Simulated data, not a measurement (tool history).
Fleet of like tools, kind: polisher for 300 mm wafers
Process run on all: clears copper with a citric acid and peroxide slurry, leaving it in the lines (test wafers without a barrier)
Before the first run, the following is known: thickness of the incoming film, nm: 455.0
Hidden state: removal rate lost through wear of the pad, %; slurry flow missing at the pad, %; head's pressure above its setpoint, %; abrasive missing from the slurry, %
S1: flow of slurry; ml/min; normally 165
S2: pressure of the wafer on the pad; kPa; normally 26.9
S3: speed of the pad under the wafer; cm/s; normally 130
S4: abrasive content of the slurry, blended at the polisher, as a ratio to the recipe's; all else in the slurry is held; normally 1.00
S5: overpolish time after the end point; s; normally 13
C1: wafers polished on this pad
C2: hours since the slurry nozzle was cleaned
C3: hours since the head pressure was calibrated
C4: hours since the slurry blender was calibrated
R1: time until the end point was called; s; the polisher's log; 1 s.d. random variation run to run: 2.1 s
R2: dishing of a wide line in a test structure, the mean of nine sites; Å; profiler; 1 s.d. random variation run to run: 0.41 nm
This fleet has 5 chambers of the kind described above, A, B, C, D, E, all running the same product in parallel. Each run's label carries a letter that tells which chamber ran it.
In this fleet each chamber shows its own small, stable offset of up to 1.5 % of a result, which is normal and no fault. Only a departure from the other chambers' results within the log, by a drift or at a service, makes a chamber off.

{"run": "1C", "hour": 7.6, "S1": 165, "S2": 26.9, "S3": 130, "S4": 1.0, "S5": 13, "C1": 942, "C2": 596.8, "C3": 319.4, "C4": 116.3, "R1": 109.09, "R2": 362.24}
{"run": "2A", "hour": 15.8, "S1": 165, "S2": 26.9, "S3": 130, "S4": 1.0, "S5": 13, "C1": 654, "C2": 705.0, "C3": 477.7, "C4": 261.3, "R1": 110.92, "R2": 357.02}
{"hour": 20.6, "done": "chamber E: worn pad replaced by a new one"}
{"run": "3D", "hour": 23.1, "S1": 165, "S2": 26.9, "S3": 130, "S4": 1.0, "S5": 13, "C1": 603, "C2": 227.1, "C3": 1182.7, "C4": 266.8, "R1": 112.58, "R2": 362.64}
{"run": "4B", "hour": 28.5, "S1": 165, "S2": 26.9, "S3": 130, "S4": 1.0, "S5": 13, "C1": 419, "C2": 367.8, "C3": 191.2, "C4": 266.4, "R1": 111.96, "R2": 364.74}
{"hour": 33.4, "done": "chamber A: head pressure recalibrated"}
{"run": "5E", "hour": 37.7, "S1": 190, "S2": 26.9, "S3": 112, "S4": 1.0, "S5": 13, "C1": 142, "C2": 50.2, "C3": 541.9, "C4": 59.8, "R1": 128.44, "R2": 329.68}
{"hour": 46.3, "done": "chamber C: slurry nozzle cleaned"}
{"run": "6B", "hour": 47.0, "S1": 190, "S2": 26.9, "S3": 112, "S4": 1.0, "S5": 13, "C1": 574, "C2": 386.3, "C3": 209.7, "C4": 284.9, "R1": 127.02, "R2": 328.02}
{"run": "7C", "hour": 54.1, "S1": 190, "S2": 26.9, "S3": 112, "S4": 1.0, "S5": 13, "C1": 1330, "C2": 7.9, "C3": 365.9, "C4": 162.8, "R1": 124.55, "R2": 326.77}
{"run": "8A", "hour": 59.5, "S1": 190, "S2": 26.9, "S3": 112, "S4": 1.0, "S5": 13, "C1": 1019, "C2": 748.7, "C3": 26.1, "C4": 305.0, "R1": 131.95, "R2": 324.92}
{"hour": 60.0, "done": "chamber C: slurry blender recalibrated"}
{"hour": 61.8, "done": "chamber D: worn pad replaced by a new one"}
{"run": "9D", "hour": 64.1, "S1": 190, "S2": 26.9, "S3": 112, "S4": 1.0, "S5": 13, "C1": 19, "C2": 268.1, "C3": 1223.7, "C4": 307.8, "R1": 124.49, "R2": 324.77}
{"run": "10E", "hour": 74.7, "S1": 165, "S2": 26.9, "S3": 130, "S4": 1.0, "S5": 13, "C1": 451, "C2": 87.2, "C3": 578.9, "C4": 96.8, "R1": 113.13, "R2": 367.51}
{"hour": 78.6, "done": "chamber A: worn pad replaced by a new one"}
{"run": "11A", "hour": 81.3, "S1": 165, "S2": 26.9, "S3": 130, "S4": 1.0, "S5": 13, "C1": 22, "C2": 770.5, "C3": 47.9, "C4": 326.8, "R1": 114.31, "R2": 356.7}
{"hour": 86.8, "done": "chamber D: slurry blender recalibrated"}
{"run": "12B", "hour": 91.8, "S1": 165, "S2": 26.9, "S3": 130, "S4": 1.0, "S5": 13, "C1": 948, "C2": 431.1, "C3": 254.5, "C4": 329.7, "R1": 116.02, "R2": 356.81}
{"hour": 93.7, "done": "chamber C: worn pad replaced by a new one"}
{"hour": 95.8, "done": "chamber A: slurry nozzle cleaned"}
{"hour": 95.9, "done": "chamber B: worn pad replaced by a new one"}
{"hour": 97.5, "done": "chamber E: worn pad replaced by a new one"}
{"run": "13E", "hour": 98.3, "S1": 225, "S2": 26.9, "S3": 100, "S4": 1.0, "S5": 13, "C1": 6, "C2": 110.8, "C3": 602.5, "C4": 120.4, "R1": 135.53, "R2": 305.89}
{"run": "14C", "hour": 107.9, "S1": 225, "S2": 26.9, "S3": 100, "S4": 1.0, "S5": 13, "C1": 119, "C2": 61.7, "C3": 419.7, "C4": 47.9, "R1": 133.06, "R2": 299.81}
{"run": "15D", "hour": 113.4, "S1": 225, "S2": 26.9, "S3": 100, "S4": 1.0, "S5": 13, "C1": 431, "C2": 317.4, "C3": 1273.0, "C4": 26.6, "R1": 136.17, "R2": 303.53}
{"run": "16A", "hour": 120.9, "S1": 225, "S2": 26.9, "S3": 100, "S4": 1.0, "S5": 13, "C1": 353, "C2": 25.1, "C3": 87.5, "C4": 366.4, "R1": 145.92, "R2": 298.85}
{"run": "17C", "hour": 130.3, "S1": 225, "S2": 26.9, "S3": 100, "S4": 1.0, "S5": 13, "C1": 306, "C2": 84.1, "C3": 442.1, "C4": 70.3, "R1": 137.16, "R2": 302.15}
{"run": "18D", "hour": 139.5, "S1": 165, "S2": 26.9, "S3": 130, "S4": 1.0, "S5": 13, "C1": 649, "C2": 343.5, "C3": 1299.1, "C4": 52.7, "R1": 112.43, "R2": 368.41}
{"run": "19B", "hour": 146.3, "S1": 165, "S2": 26.9, "S3": 130, "S4": 1.0, "S5": 13, "C1": 420, "C2": 485.6, "C3": 309.0, "C4": 384.2, "R1": 108.3, "R2": 366.27}
{"run": "20E", "hour": 151.5, "S1": 165, "S2": 26.9, "S3": 130, "S4": 1.0, "S5": 13, "C1": 451, "C2": 164.0, "C3": 655.7, "C4": 173.6, "R1": 110.06, "R2": 362.21}
{"run": "21E", "hour": 159.0, "S1": 165, "S2": 26.9, "S3": 130, "S4": 1.0, "S5": 13, "C1": 513, "C2": 171.5, "C3": 663.2, "C4": 181.1, "R1": 112.97, "R2": 364.4}
{"run": "22A", "hour": 165.9, "S1": 165, "S2": 26.9, "S3": 174, "S4": 1.0, "S5": 13, "C1": 729, "C2": 70.1, "C3": 132.5, "C4": 411.4, "R1": 85.295, "R2": 453.95}
{"hour": 172.9, "done": "chamber E: worn pad replaced by a new one"}
{"run": "23D", "hour": 173.6, "S1": 165, "S2": 26.9, "S3": 174, "S4": 1.0, "S5": 13, "C1": 934, "C2": 377.6, "C3": 1333.2, "C4": 86.8, "R1": 81.91, "R2": 463.64}
{"hour": 179.8, "done": "chamber E: slurry blender recalibrated"}
{"run": "24B", "hour": 180.3, "S1": 165, "S2": 26.9, "S3": 174, "S4": 1.0, "S5": 13, "C1": 704, "C2": 519.6, "C3": 343.0, "C4": 418.2, "R1": 82.836, "R2": 464.56}
{"run": "25C", "hour": 187.1, "S1": 165, "S2": 26.9, "S3": 174, "S4": 1.0, "S5": 13, "C1": 780, "C2": 140.9, "C3": 498.9, "C4": 127.1, "R1": 81.312, "R2": 461.12}
{"run": "26A", "hour": 197.2, "S1": 165, "S2": 26.9, "S3": 174, "S4": 1.0, "S5": 13, "C1": 990, "C2": 101.4, "C3": 163.8, "C4": 442.7, "R1": 84.635, "R2": 456.26}
{"hour": 199.5, "done": "chamber D: worn pad replaced by a new one"}
{"run": "27C", "hour": 202.4, "S1": 165, "S2": 26.9, "S3": 130, "S4": 1.0, "S5": 13, "C1": 908, "C2": 156.2, "C3": 514.2, "C4": 142.4, "R1": 113.34, "R2": 369.89}
{"hour": 204.7, "done": "chamber B: worn pad replaced by a new one"}
{"run": "28B", "hour": 210.9, "S1": 130, "S2": 26.9, "S3": 130, "S4": 1.0, "S5": 13, "C1": 52, "C2": 550.2, "C3": 373.6, "C4": 448.8, "R1": 119.63, "R2": 348.97}
{"run": "29D", "hour": 219.5, "S1": 130, "S2": 26.9, "S3": 130, "S4": 1.0, "S5": 13, "C1": 167, "C2": 423.5, "C3": 1379.1, "C4": 132.7, "R1": 115.04, "R2": 350.36}
{"run": "30E", "hour": 227.8, "S1": 130, "S2": 26.9, "S3": 130, "S4": 1.0, "S5": 13, "C1": 459, "C2": 240.3, "C3": 732.0, "C4": 48.1, "R1": 120.73, "R2": 349.07}
{"hour": 230.4, "done": "chamber A: worn pad replaced by a new one"}
{"run": "31C", "hour": 235.3, "S1": 130, "S2": 26.9, "S3": 130, "S4": 1.0, "S5": 13, "C1": 1182, "C2": 189.1, "C3": 547.1, "C4": 175.3, "R1": 112.47, "R2": 345.81}
{"hour": 236.9, "done": "chamber B: slurry blender recalibrated"}
{"run": "32A", "hour": 245.9, "S1": 130, "S2": 26.9, "S3": 130, "S4": 1.0, "S5": 13, "C1": 129, "C2": 150.1, "C3": 212.5, "C4": 491.4, "R1": 119.36, "R2": 348.72}
{"run": "33D", "hour": 253.2, "S1": 165, "S2": 26.9, "S3": 130, "S4": 1.0, "S5": 13, "C1": 448, "C2": 457.2, "C3": 1412.8, "C4": 166.4, "R1": 112.52, "R2": 362.7}
{"hour": 254.5, "done": "chamber E: worn pad replaced by a new one"}
{"run": "34B", "hour": 260.5, "S1": 165, "S2": 26.9, "S3": 130, "S4": 1.0, "S5": 13, "C1": 466, "C2": 599.8, "C3": 423.2, "C4": 23.7, "R1": 109.81, "R2": 361.37}
{"run": "35E", "hour": 270.0, "S1": 165, "S2": 26.9, "S3": 130, "S4": 1.0, "S5": 13, "C1": 129, "C2": 282.5, "C3": 774.2, "C4": 90.3, "R1": 110.33, "R2": 362.74}
{"run": "36B", "hour": 278.1, "S1": 165, "S2": 26.9, "S3": 130, "S4": 1.0, "S5": 13, "C1": 613, "C2": 617.4, "C3": 440.8, "C4": 41.3, "R1": 110.63, "R2": 360.89}
{"run": "37E", "hour": 285.4, "S1": 165, "S2": 26.9, "S3": 130, "S4": 1.0, "S5": 13, "C1": 258, "C2": 297.9, "C3": 789.6, "C4": 105.7, "R1": 113.19, "R2": 369.54}

Read the log: is a single chamber off, either drifting away or since a service, is the gauge that measures every chamber drifting, or is nothing wrong beyond small per-chamber offsets? Name any odd chamber and what most likely caused it.

Neither any chamber nor the gauge drifts; the chambers differ only by their own small, steady offsets.
